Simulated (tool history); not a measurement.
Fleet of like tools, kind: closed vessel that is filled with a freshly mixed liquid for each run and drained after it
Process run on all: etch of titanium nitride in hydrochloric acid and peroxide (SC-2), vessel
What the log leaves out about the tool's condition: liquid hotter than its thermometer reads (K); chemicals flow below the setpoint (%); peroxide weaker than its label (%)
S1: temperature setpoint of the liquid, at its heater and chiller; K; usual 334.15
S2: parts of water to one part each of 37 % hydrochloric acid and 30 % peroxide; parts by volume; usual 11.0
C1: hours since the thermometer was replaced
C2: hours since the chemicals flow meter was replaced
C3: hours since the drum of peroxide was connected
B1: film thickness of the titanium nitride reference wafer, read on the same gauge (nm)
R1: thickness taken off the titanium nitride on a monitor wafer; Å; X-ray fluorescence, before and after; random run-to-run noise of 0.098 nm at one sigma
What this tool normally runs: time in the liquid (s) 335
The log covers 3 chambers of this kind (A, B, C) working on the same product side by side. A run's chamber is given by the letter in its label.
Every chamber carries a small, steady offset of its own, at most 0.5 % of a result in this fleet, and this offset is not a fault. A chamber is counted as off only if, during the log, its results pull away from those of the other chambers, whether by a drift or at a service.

-- day=0.342 chamber A: chemicals flow meter replaced
run 1A day=0.458 | S1=334.15 S2=11.0 time_in_the_liquid_(s)=335 | C1=784.9 C2=2.8 C3=134.0 | B1=39.997 | R1=170.500
run 2C day=0.879 | S1=334.15 S2=11.0 time_in_the_liquid_(s)=335 | C1=973.0 C2=1990.6 C3=250.7 | B1=39.992 | R1=169.770
-- day=1.258 chamber B: thermometer replaced
run 3B day=1.388 | S1=334.15 S2=11.0 time_in_the_liquid_(s)=335 | C1=3.2 C2=736.3 C3=199.4 | B1=39.993 | R1=167.420
run 4A day=1.912 | S1=334.15 S2=11.0 time_in_the_liquid_(s)=335 | C1=819.8 C2=37.7 C3=168.9 | B1=39.974 | R1=167.060
run 5C day=2.242 | S1=334.15 S2=11.0 time_in_the_liquid_(s)=335 | C1=1005.7 C2=2023.3 C3=283.4 | B1=39.974 | R1=168.530
run 6B day=2.742 | S1=334.15 S2=15.0 time_in_the_liquid_(s)=335 | C1=35.7 C2=768.8 C3=231.9 | B1=39.995 | R1=129.590
run 7B day=3.225 | S1=334.15 S2=15.0 time_in_the_liquid_(s)=335 | C1=47.3 C2=780.4 C3=243.5 | B1=39.989 | R1=129.100
run 8A day=3.546 | S1=334.15 S2=15.0 time_in_the_liquid_(s)=335 | C1=859.0 C2=76.9 C3=208.1 | B1=40.011 | R1=127.760
run 9C day=4.050 | S1=334.15 S2=11.0 time_in_the_liquid_(s)=335 | C1=1049.1 C2=2066.7 C3=326.8 | B1=39.964 | R1=168.010
run 10A day=4.421 | S1=334.15 S2=11.0 time_in_the_liquid_(s)=335 | C1=880.0 C2=97.9 C3=229.1 | B1=39.968 | R1=166.830
run 11B day=4.667 | S1=334.15 S2=11.0 time_in_the_liquid_(s)=335 | C1=81.9 C2=815.0 C3=278.1 | B1=39.998 | R1=169.840
run 12C day=5.088 | S1=334.15 S2=11.0 time_in_the_liquid_(s)=335 | C1=1074.0 C2=2091.6 C3=351.7 | B1=40.002 | R1=168.680
run 13A day=5.608 | S1=334.15 S2=11.0 time_in_the_liquid_(s)=335 | C1=908.5 C2=126.4 C3=257.6 | B1=40.024 | R1=163.660
run 14B day=5.958 | S1=334.15 S2=11.0 time_in_the_liquid_(s)=335 | C1=112.9 C2=846.0 C3=309.1 | B1=40.027 | R1=168.070
run 15C day=6.225 | S1=334.15 S2=11.0 time_in_the_liquid_(s)=335 | C1=1101.3 C2=2118.9 C3=379.0 | B1=40.012 | R1=168.680
run 16B day=6.708 | S1=334.15 S2=8.5 time_in_the_liquid_(s)=335 | C1=130.9 C2=864.0 C3=327.1 | B1=39.997 | R1=209.050
run 17A day=7.000 | S1=334.15 S2=8.5 time_in_the_liquid_(s)=335 | C1=941.9 C2=159.8 C3=291.0 | B1=40.014 | R1=201.060
run 18C day=7.271 | S1=334.15 S2=8.5 time_in_the_liquid_(s)=335 | C1=1126.4 C2=2144.0 C3=404.1 | B1=40.002 | R1=209.120
run 19A day=7.517 | S1=334.15 S2=11.0 time_in_the_liquid_(s)=335 | C1=954.3 C2=172.2 C3=303.4 | B1=39.995 | R1=160.630
run 20B day=7.838 | S1=334.15 S2=11.0 time_in_the_liquid_(s)=335 | C1=158.0 C2=891.1 C3=354.2 | B1=40.026 | R1=168.960
run 21C day=8.204 | S1=334.15 S2=11.0 time_in_the_liquid_(s)=155 | C1=1148.8 C2=2166.4 C3=426.5 | B1=39.987 | R1=77.476
run 22A day=8.508 | S1=334.15 S2=11.0 time_in_the_liquid_(s)=155 | C1=978.1 C2=196.0 C3=327.2 | B1=40.012 | R1=73.455

Read the log: is a single chamber off, either drifting away or since a service, is the gauge that measures every chamber drifting, or is nothing wrong beyond small per-chamber offsets? Name any odd chamber and what most likely caused it.

Chamber A drifts away from the others.
What lies behind it: peroxide weaker than its label (%) = 7.3.
With only this log, it may be confused with: liquid colder than its thermometer reads (K); chemicals flow below the setpoint (%).

Chamber A could run next with any of the 4 candidate recipes listed below; each alters the usual settings, and their results appear as question marks. Which one brings its results back in line with what the other chambers deliver on the usual settings?
Counts as in line when no further than this from what the other chambers average on the usual settings: R1 3.500 Å
run 23A-1 day=8.888 | S1=334.65 S2=11.0 time_in_the_liquid_(s)=350 | R1=?
run 23A-2 day=8.888 | S1=335.15 S2=11.0 time_in_the_liquid_(s)=360 | R1=?
run 23A-3 day=8.888 | S1=334.15 S2=11.0 time_in_the_liquid_(s)=295 | R1=?
run 23A-4 day=8.888 | S1=333.15 S2=11.0 time_in_the_liquid_(s)=335 | R1=?

Mean of the other chambers on the usual settings: R1 168.900 Å
run=23A-1 R1=168.950
run=23A-2 R1=179.260
run=23A-3 R1=138.040
run=23A-4 R1=147.250
23A-1 brings the chamber back in line.
